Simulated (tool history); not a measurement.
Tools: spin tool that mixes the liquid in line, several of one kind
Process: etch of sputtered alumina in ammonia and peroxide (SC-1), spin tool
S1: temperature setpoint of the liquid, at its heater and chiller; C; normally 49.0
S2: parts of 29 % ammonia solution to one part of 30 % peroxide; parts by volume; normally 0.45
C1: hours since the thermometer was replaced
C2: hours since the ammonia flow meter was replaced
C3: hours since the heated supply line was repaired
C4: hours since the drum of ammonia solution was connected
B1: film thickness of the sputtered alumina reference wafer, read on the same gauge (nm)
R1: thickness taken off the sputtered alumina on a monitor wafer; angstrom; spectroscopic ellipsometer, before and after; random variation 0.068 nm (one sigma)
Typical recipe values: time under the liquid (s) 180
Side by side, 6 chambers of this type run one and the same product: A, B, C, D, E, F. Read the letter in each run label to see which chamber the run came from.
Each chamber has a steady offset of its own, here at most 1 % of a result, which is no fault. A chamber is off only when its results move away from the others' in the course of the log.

run 1E hour=13.0 | S1=49.0 S2=0.45 time_under_the_liquid_(s)=180 | C1=2648.8 C2=855.3 C3=3974.8 C4=121.5 | B1=49.992 | R1=76.971
run 2A hour=20.6 | S1=49.0 S2=0.45 time_under_the_liquid_(s)=180 | C1=610.2 C2=524.0 C3=281.2 C4=31.8 | B1=50.022 | R1=74.673
run 3C hour=32.1 | S1=49.0 S2=0.45 time_under_the_liquid_(s)=180 | C1=1374.0 C2=264.9 C3=355.8 C4=86.4 | B1=50.000 | R1=77.207
-- hour=39.2 chamber F: thermometer replaced
run 4B hour=42.0 | S1=49.0 S2=0.45 time_under_the_liquid_(s)=180 | C1=2421.3 C2=1736.1 C3=1089.4 C4=217.2 | B1=50.007 | R1=75.151
run 5F hour=56.8 | S1=49.0 S2=0.45 time_under_the_liquid_(s)=180 | C1=17.6 C2=392.0 C3=521.2 C4=438.4 | B1=49.999 | R1=76.606
run 6D hour=71.6 | S1=49.0 S2=0.45 time_under_the_liquid_(s)=180 | C1=737.5 C2=356.4 C3=188.7 C4=127.5 | B1=49.992 | R1=76.229
run 7E hour=84.2 | S1=49.0 S2=0.45 time_under_the_liquid_(s)=180 | C1=2720.0 C2=926.5 C3=4046.0 C4=192.7 | B1=50.004 | R1=76.399
-- hour=85.9 chamber B: thermometer replaced
run 8B hour=90.7 | S1=49.0 S2=0.45 time_under_the_liquid_(s)=180 | C1=4.8 C2=1784.8 C3=1138.1 C4=265.9 | B1=49.982 | R1=76.807
run 9D hour=104.4 | S1=49.0 S2=0.45 time_under_the_liquid_(s)=180 | C1=770.3 C2=389.2 C3=221.5 C4=160.3 | B1=50.004 | R1=75.994
-- hour=107.1 chamber F: ammonia flow meter replaced
-- hour=109.3 chamber F: new drum of ammonia solution connected
run 10F hour=114.8 | S1=49.0 S2=0.45 time_under_the_liquid_(s)=180 | C1=75.6 C2=7.8 C3=579.2 C4=5.5 | B1=50.003 | R1=76.295
run 11C hour=126.2 | S1=49.0 S2=0.45 time_under_the_liquid_(s)=180 | C1=1468.1 C2=359.0 C3=449.9 C4=180.5 | B1=50.028 | R1=75.732
run 12A hour=140.1 | S1=49.0 S2=0.45 time_under_the_liquid_(s)=180 | C1=729.7 C2=643.5 C3=400.7 C4=151.3 | B1=49.989 | R1=75.898
run 13D hour=150.8 | S1=49.0 S2=0.45 time_under_the_liquid_(s)=180 | C1=816.7 C2=435.6 C3=267.9 C4=206.7 | B1=50.009 | R1=75.824
run 14C hour=159.0 | S1=49.0 S2=0.45 time_under_the_liquid_(s)=180 | C1=1500.9 C2=391.8 C3=482.7 C4=213.3 | B1=49.985 | R1=76.642
run 15F hour=165.9 | S1=49.0 S2=0.45 time_under_the_liquid_(s)=180 | C1=126.7 C2=58.9 C3=630.3 C4=56.6 | B1=49.976 | R1=75.784
run 16A hour=178.4 | S1=49.0 S2=0.45 time_under_the_liquid_(s)=180 | C1=768.0 C2=681.8 C3=439.0 C4=189.6 | B1=49.963 | R1=76.740
-- hour=179.3 chamber E: thermometer replaced
run 17E hour=184.8 | S1=49.0 S2=0.55 time_under_the_liquid_(s)=235 | C1=5.5 C2=1027.1 C3=4146.6 C4=293.3 | B1=50.010 | R1=102.010
-- hour=189.1 chamber E: heated supply line repaired
-- hour=193.7 chamber B: new drum of ammonia solution connected
-- hour=194.9 chamber C: ammonia flow meter replaced
run 18B hour=195.6 | S1=49.0 S2=0.55 time_under_the_liquid_(s)=235 | C1=109.7 C2=1889.7 C3=1243.0 C4=2.0 | B1=49.992 | R1=101.670
-- hour=199.7 chamber C: new drum of ammonia solution connected
run 19A hour=202.5 | S1=49.0 S2=0.55 time_under_the_liquid_(s)=235 | C1=792.1 C2=705.9 C3=463.1 C4=213.7 | B1=49.983 | R1=101.890
run 20D hour=212.9 | S1=49.0 S2=0.55 time_under_the_liquid_(s)=235 | C1=878.8 C2=497.7 C3=330.0 C4=268.8 | B1=50.001 | R1=99.600
run 21B hour=219.8 | S1=49.0 S2=0.55 time_under_the_liquid_(s)=235 | C1=133.9 C2=1913.9 C3=1267.2 C4=26.2 | B1=49.987 | R1=101.180
run 22F hour=227.0 | S1=49.0 S2=0.55 time_under_the_liquid_(s)=235 | C1=187.8 C2=120.0 C3=691.4 C4=117.7 | B1=50.015 | R1=102.150
run 23C hour=238.1 | S1=53.5 S2=0.45 time_under_the_liquid_(s)=180 | C1=1580.0 C2=43.2 C3=561.8 C4=38.5 | B1=49.998 | R1=95.556
run 24E hour=248.1 | S1=53.5 S2=0.45 time_under_the_liquid_(s)=180 | C1=68.8 C2=1090.4 C3=59.0 C4=356.6 | B1=49.984 | R1=96.898
run 25E hour=262.8 | S1=53.5 S2=0.45 time_under_the_liquid_(s)=180 | C1=83.5 C2=1105.1 C3=73.7 C4=371.3 | B1=49.999 | R1=95.272
run 26D hour=276.5 | S1=53.5 S2=0.45 time_under_the_liquid_(s)=180 | C1=942.4 C2=561.3 C3=393.6 C4=332.4 | B1=49.995 | R1=95.198
run 27A hour=283.1 | S1=53.5 S2=0.45 time_under_the_liquid_(s)=180 | C1=872.7 C2=786.5 C3=543.7 C4=294.3 | B1=50.004 | R1=96.878
run 28B hour=292.1 | S1=53.5 S2=0.45 time_under_the_liquid_(s)=180 | C1=206.2 C2=1986.2 C3=1339.5 C4=98.5 | B1=49.998 | R1=98.469
run 29F hour=300.9 | S1=49.0 S2=0.45 time_under_the_liquid_(s)=180 | C1=261.7 C2=193.9 C3=765.3 C4=191.6 | B1=49.997 | R1=75.897
run 30C hour=313.4 | S1=49.0 S2=0.45 time_under_the_liquid_(s)=180 | C1=1655.3 C2=118.5 C3=637.1 C4=113.8 | B1=50.007 | R1=77.029
-- hour=314.0 chamber A: new drum of ammonia solution connected
run 31B hour=326.1 | S1=49.0 S2=0.45 time_under_the_liquid_(s)=180 | C1=240.2 C2=2020.2 C3=1373.5 C4=132.5 | B1=49.987 | R1=76.396
run 32C hour=336.6 | S1=49.0 S2=0.45 time_under_the_liquid_(s)=180 | C1=1678.5 C2=141.7 C3=660.3 C4=137.0 | B1=49.983 | R1=76.696
run 33E hour=344.4 | S1=49.0 S2=0.45 time_under_the_liquid_(s)=180 | C1=165.1 C2=1186.7 C3=155.3 C4=452.9 | B1=50.019 | R1=76.952
run 34F hour=357.4 | S1=49.0 S2=0.45 time_under_the_liquid_(s)=180 | C1=318.2 C2=250.4 C3=821.8 C4=248.1 | B1=50.017 | R1=75.719
run 35A hour=368.2 | S1=49.0 S2=0.45 time_under_the_liquid_(s)=180 | C1=957.8 C2=871.6 C3=628.8 C4=54.3 | B1=50.005 | R1=74.762
run 36D hour=381.9 | S1=49.0 S2=0.45 time_under_the_liquid_(s)=180 | C1=1047.8 C2=666.7 C3=499.0 C4=437.8 | B1=49.979 | R1=72.095

Each of the 6 chambers runs these same settings next. Fill in every chamber's results:
run 37A hour=392.6 | S1=49.0 S2=0.45 time_under_the_liquid_(s)=180 | R1=?
run 37B hour=392.6 | S1=49.0 S2=0.45 time_under_the_liquid_(s)=180 | R1=?
run 37C hour=392.6 | S1=49.0 S2=0.45 time_under_the_liquid_(s)=180 | R1=?
run 37D hour=392.6 | S1=49.0 S2=0.45 time_under_the_liquid_(s)=180 | R1=?
run 37E hour=392.6 | S1=49.0 S2=0.45 time_under_the_liquid_(s)=180 | R1=?
run 37F hour=392.6 | S1=49.0 S2=0.45 time_under_the_liquid_(s)=180 | R1=?

run=37A R1=77.309
run=37B R1=76.267
run=37C R1=76.467
run=37D R1=71.437
run=37E R1=76.416
run=37F R1=77.043
